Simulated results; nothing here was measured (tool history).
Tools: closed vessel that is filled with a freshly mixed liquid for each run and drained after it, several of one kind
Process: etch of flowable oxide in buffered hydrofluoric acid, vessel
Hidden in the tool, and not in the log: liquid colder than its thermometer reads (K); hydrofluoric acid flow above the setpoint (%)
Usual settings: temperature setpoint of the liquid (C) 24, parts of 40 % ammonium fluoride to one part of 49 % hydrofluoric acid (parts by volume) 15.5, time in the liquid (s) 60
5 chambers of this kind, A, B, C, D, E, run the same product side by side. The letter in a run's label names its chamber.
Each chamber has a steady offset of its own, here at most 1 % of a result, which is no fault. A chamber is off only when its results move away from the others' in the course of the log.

run   hour  temperature setpoint of the liquid (C)  parts of 40 % ammonium fluoride to one part of 49 % hydrofluoric acid (parts by volume)  time in the liquid (s)  hours since the thermometer was replaced  hours since the hydrofluoric acid flow meter was replaced  read-back film thickness of the flowable oxide reference wafer, read on the same gauge (nm)  thickness taken off the flowable oxide on a monitor wafer (nm)
 1A   12.3                                      24                                                                                     15.5                      60                                     834.4                                                      866.4                                                                                       80.007                                                          210.66
 2E   20.0                                      24                                                                                     15.5                      60                                    1532.5                                                     1379.5                                                                                       80.020                                                          210.91
 3B   32.0                                      24                                                                                     15.5                      60                                    1729.2                                                      267.1                                                                                       79.991                                                          210.82
 4C   45.9                                      24                                                                                     15.5                      60                                     805.6                                                     1225.8                                                                                       80.024                                                          210.95
 5D   61.8                                      24                                                                                     15.5                      60                                    1300.6                                                     1291.7                                                                                       79.969                                                          209.69
 6A   75.3                                      24                                                                                     15.5                      60                                     897.4                                                      929.4                                                                                       79.950                                                          210.23
 7E   85.3                                      24                                                                                     15.5                      60                                    1597.8                                                     1444.8                                                                                       80.032                                                          209.29
 8B  100.9                                      24                                                                                     15.5                      60                                    1798.1                                                      336.0                                                                                       79.945                                                          208.16
 9C  108.3                                      24                                                                                     15.5                      60                                     868.0                                                     1288.2                                                                                       79.969                                                          210.11
10D  120.1                                      24                                                                                     15.5                      60                                    1358.9                                                     1350.0                                                                                       80.079                                                          210.74
11B  136.2                                      24                                                                                     15.5                      60                                    1833.4                                                      371.3                                                                                       80.009                                                          209.68
12D  147.2                                      24                                                                                     15.5                      60                                    1386.0                                                     1377.1                                                                                       80.004                                                          210.09
13E  157.4                                      24                                                                                     20.0                      45                                    1669.9                                                     1516.9                                                                                       80.015                                                          123.33
     160.4  -- chamber A: hydrofluoric acid flow meter replaced
14A  164.7                                      24                                                                                     20.0                      45                                     986.8                                                        4.4                                                                                       80.020                                                          122.23
15C  176.8                                      24                                                                                     20.0                      45                                     936.5                                                     1356.7                                                                                       80.005                                                          123.79
16C  190.0                                      24                                                                                     20.0                      45                                     949.7                                                     1369.9                                                                                       80.047                                                          122.43
17D  202.3                                      24                                                                                     20.0                      45                                    1441.1                                                     1432.2                                                                                       79.976                                                          123.55
18E  209.6                                      24                                                                                     15.5                      60                                    1722.1                                                     1569.1                                                                                       80.007                                                          212.98
19A  220.2                                      24                                                                                     15.5                      60                                    1042.3                                                       59.9                                                                                       79.982                                                          210.16
20B  230.5                                      24                                                                                     15.5                      60                                    1927.7                                                      465.6                                                                                       79.997                                                          208.26
     238.1  -- chamber B: thermometer replaced
21D  243.8                                      24                                                                                     15.5                      60                                    1482.6                                                     1473.7                                                                                       79.985                                                          210.90
22E  255.8                                      24                                                                                     15.5                      60                                    1768.3                                                     1615.3                                                                                       79.998                                                          210.48
23C  269.5                                      24                                                                                     15.5                      60                                    1029.2                                                     1449.4                                                                                       80.049                                                          211.97
24A  281.2                                      24                                                                                     15.5                      60                                    1103.3                                                      120.9                                                                                       80.013                                                          209.78
     281.4  -- chamber E: thermometer replaced
     282.0  -- chamber C: hydrofluoric acid flow meter replaced
25B  290.2                                      24                                                                                     10.0                      60                                      52.2                                                      525.3                                                                                       80.011                                                          319.23
26C  302.7                                      24                                                                                     10.0                      60                                    1062.4                                                       20.8                                                                                       79.994                                                          323.45
27A  317.1                                      24                                                                                     10.0                      60                                    1139.2                                                      156.8                                                                                       79.999                                                          325.21
28D  326.6                                      24                                                                                     10.0                      60                                    1565.4                                                     1556.5                                                                                       79.972                                                          319.10
29E  339.9                                      24                                                                                     10.0                      60                                      58.5                                                     1699.4                                                                                       80.017                                                          325.59
30B  353.0                                      24                                                                                     15.5                      60                                     115.0                                                      588.1                                                                                       79.992                                                          209.61
31B  366.8                                      19                                                                                     15.5                      60                                     128.8                                                      601.9                                                                                       80.038                                                          158.69
32E  374.4                                      19                                                                                     15.5                      60                                      93.0                                                     1733.9                                                                                       79.992                                                          159.83
     378.3  -- chamber B: hydrofluoric acid flow meter replaced
33A  382.0                                      19                                                                                     15.5                      60                                    1204.1                                                      221.7                                                                                       79.989                                                          158.76
34D  398.6                                      19                                                                                     15.5                      60                                    1637.4                                                     1628.5                                                                                       79.966                                                          157.74
35C  414.6                                      19                                                                                     15.5                      60                                    1174.3                                                      132.7                                                                                       80.008                                                          160.34
36D  422.9                                      24                                                                                     15.5                      60                                    1661.7                                                     1652.8                                                                                       80.036                                                          208.86
     431.4  -- chamber C: thermometer replaced
37B  436.5                                      24                                                                                     15.5                      60                                     198.5                                                       58.2                                                                                       80.026                                                          210.10
38A  449.2                                      24                                                                                     15.5                      60                                    1271.3                                                      288.9                                                                                       79.994                                                          207.36
39C  463.3                                      24                                                                                     15.5                      60                                      31.9                                                      181.4                                                                                       80.036                                                          213.52
40E  475.6                                      24                                                                                     15.5                      60                                     194.2                                                     1835.1                                                                                       80.038                                                          212.50
41E  486.6                                      24                                                                                     15.5                      50                                     205.2                                                     1846.1                                                                                       80.029                                                          175.87
42B  495.2                                      24                                                                                     15.5                      50                                     257.2                                                      116.9                                                                                       79.978                                                          171.67
43D  507.3                                      24                                                                                     15.5                      50                                    1746.1                                                     1737.2                                                                                       79.997                                                          174.29
44A  518.4                                      24                                                                                     15.5                      50                                    1340.5                                                      358.1                                                                                       79.990                                                          175.67

Next, every chamber runs the same settings. What will each give?
45A  530.3                                      24                                                                                     15.5                      30                                                                                                                                                                                                                                                                 ?
45B  530.3                                      24                                                                                     15.5                      30                                                                                                                                                                                                                                                                 ?
45C  530.3                                      24                                                                                     15.5                      30                                                                                                                                                                                                                                                                 ?
45D  530.3                                      24                                                                                     15.5                      30                                                                                                                                                                                                                                                                 ?
45E  530.3                                      24                                                                                     15.5                      30                                                                                                                                                                                                                                                                 ?

run  thickness taken off the flowable oxide on a monitor wafer (nm)
45A                                                          105.28
45B                                                          104.65
45C                                                          105.50
45D                                                          105.90
45E                                                          106.23
